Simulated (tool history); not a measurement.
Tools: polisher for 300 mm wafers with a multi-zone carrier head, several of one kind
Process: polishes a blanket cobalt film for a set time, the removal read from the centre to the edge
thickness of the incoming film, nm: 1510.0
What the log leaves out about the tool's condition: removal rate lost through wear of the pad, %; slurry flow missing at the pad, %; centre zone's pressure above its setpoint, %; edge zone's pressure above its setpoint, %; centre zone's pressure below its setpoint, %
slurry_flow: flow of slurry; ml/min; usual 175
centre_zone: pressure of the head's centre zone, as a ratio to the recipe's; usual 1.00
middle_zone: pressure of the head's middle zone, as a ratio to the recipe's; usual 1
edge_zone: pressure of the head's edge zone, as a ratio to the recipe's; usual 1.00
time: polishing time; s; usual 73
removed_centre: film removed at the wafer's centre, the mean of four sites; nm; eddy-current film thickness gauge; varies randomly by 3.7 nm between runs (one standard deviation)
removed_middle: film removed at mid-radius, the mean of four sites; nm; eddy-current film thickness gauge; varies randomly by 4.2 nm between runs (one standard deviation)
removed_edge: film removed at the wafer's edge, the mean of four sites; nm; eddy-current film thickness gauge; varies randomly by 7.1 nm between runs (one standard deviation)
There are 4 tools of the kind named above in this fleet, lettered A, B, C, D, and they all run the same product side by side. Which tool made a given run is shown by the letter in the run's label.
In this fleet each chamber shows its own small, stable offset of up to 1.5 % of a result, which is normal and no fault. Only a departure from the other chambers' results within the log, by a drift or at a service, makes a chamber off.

run,hour,slurry_flow,centre_zone,middle_zone,edge_zone,time,wafers polished on this pad,hours since the slurry nozzle was cleaned,hours since the centre zone pressure was calibrated,hours since the edge zone pressure was calibrated,removed_centre,removed_middle,removed_edge
1C,7.3,175,1.00,1,1.00,73,97,462.7,569.9,186.2,537.76,532.09,537.08
# hour 12.9: chamber C: slurry nozzle cleaned
2A,17.0,175,1.00,1,1.00,73,645,143.1,266.4,98.5,537.84,536.34,528.30
# hour 19.4: chamber B: worn pad replaced by a new one
3B,27.1,175,1.00,1,1.00,73,82,94.3,254.9,294.2,543.52,542.40,539.48
4D,33.4,175,1.00,1,1.00,73,959,37.3,53.0,422.4,538.89,541.36,533.84
# hour 39.3: chamber D: worn pad replaced by a new one
5C,41.3,175,1.00,1,1.00,73,461,28.5,603.9,220.2,540.59,534.09,540.59
6D,46.5,175,1.00,1,1.00,73,77,50.4,66.1,435.5,538.60,543.57,548.50
7B,52.1,175,1.00,1,1.00,73,351,119.3,279.9,319.2,539.83,540.64,532.41
8A,57.8,175,1.00,1,1.00,73,1082,183.9,307.2,139.3,524.01,521.24,534.11
9A,65.7,175,1.00,1,1.00,73,1167,191.8,315.1,147.2,534.59,536.93,530.99
10D,71.3,175,1.00,1,1.00,73,343,75.2,90.9,460.3,531.39,536.21,534.91
11C,79.5,175,1.00,1,1.00,73,871,66.7,642.1,258.4,539.34,530.10,530.51
# hour 84.2: chamber B: worn pad replaced by a new one
# hour 85.0: chamber C: worn pad replaced by a new one
12B,88.2,175,1.00,1,1.00,73,43,155.4,316.0,355.3,549.24,544.10,543.10
13B,93.3,175,1.00,1,1.00,73,98,160.5,321.1,360.4,537.31,547.87,536.03
14C,97.8,175,1.07,1,1.00,73,137,85.0,660.4,276.7,583.49,539.88,538.63
15D,104.3,175,1.07,1,1.00,73,697,108.2,123.9,493.3,573.49,548.15,543.99
16A,108.9,175,1.07,1,1.00,73,1631,235.0,358.3,190.4,566.31,519.04,536.41
17C,117.2,175,1.07,1,1.00,73,345,104.4,679.8,296.1,582.19,533.82,532.96
18D,122.6,175,1.00,1,1.00,73,894,126.5,142.2,511.6,539.96,545.35,524.46
19A,127.1,175,1.00,1,1.00,73,1826,253.2,376.5,208.6,516.62,523.39,516.72
# hour 127.5: chamber D: worn pad replaced by a new one
# hour 134.1: chamber B: worn pad replaced by a new one
20B,136.6,175,1.00,1,1.00,73,27,203.8,364.4,403.7,541.77,547.60,541.53
21D,144.3,175,1.00,1,1.00,73,180,148.2,163.9,533.3,536.63,540.26,534.96
22A,151.7,175,1.00,1,1.00,73,2090,277.8,401.1,233.2,515.38,520.21,516.01
23C,159.5,175,1.00,1,1.00,73,799,146.7,722.1,338.4,539.83,538.52,538.06
# hour 164.1: chamber C: worn pad replaced by a new one
24B,166.7,175,1.00,1,1.00,73,350,233.9,394.5,433.8,538.80,547.75,524.28
25B,173.1,175,1.00,1,1.00,73,418,240.3,400.9,440.2,539.21,538.72,522.73
26C,177.6,175,1.00,1,1.00,73,145,164.8,740.2,356.5,539.44,528.13,533.49
27A,182.5,175,1.00,1,1.00,73,2420,308.6,431.9,264.0,511.74,509.66,512.65
28D,189.1,140,1.00,1,1.00,73,660,193.0,208.7,578.1,513.86,522.26,526.45
29A,198.9,140,1.00,1,1.00,73,2596,325.0,448.3,280.4,487.94,487.30,499.03

Which is it: a chamber that has drifted or been left off by a service, a gauge drift common to all chambers, or only each chamber's usual small offset? If a chamber is off, name it and its likeliest cause.

Chamber A drifts away from the others.
What lies behind it: removal rate lost through wear of the pad, % = 5.87.
Not necessarily distinguishable in this log from: slurry flow missing at the pad, %.

Chamber A could run next with any of the 4 candidate recipes listed below; each alters the usual settings, and their results appear as question marks. Which one brings its results back in line with what the other chambers deliver on the usual settings?
To be in line, a result may differ from the other chambers' mean on the usual settings by at most: removed_centre 13.00 nm; removed_middle 15.00 nm; removed_edge 25.00 nm
30A-1,206.3,175,1.00,1.00,1.00,72,,,,,?,?,?
30A-2,206.3,175,0.99,0.99,1.01,69,,,,,?,?,?
30A-3,206.3,175,1.01,1.01,0.99,77,,,,,?,?,?
30A-4,206.3,175,1.00,1.00,1.00,74,,,,,?,?,?

Other chambers, usual settings, mean: removed_centre 538.58 nm; removed_middle 539.21 nm; removed_edge 533.73 nm
run,removed_centre,removed_middle,removed_edge
30A-1,497.32,500.34,501.61
30A-2,471.32,475.16,483.31
30A-3,537.75,539.91,533.53
30A-4,511.13,514.23,515.54
With 30A-3, the chamber falls back in line with the rest.

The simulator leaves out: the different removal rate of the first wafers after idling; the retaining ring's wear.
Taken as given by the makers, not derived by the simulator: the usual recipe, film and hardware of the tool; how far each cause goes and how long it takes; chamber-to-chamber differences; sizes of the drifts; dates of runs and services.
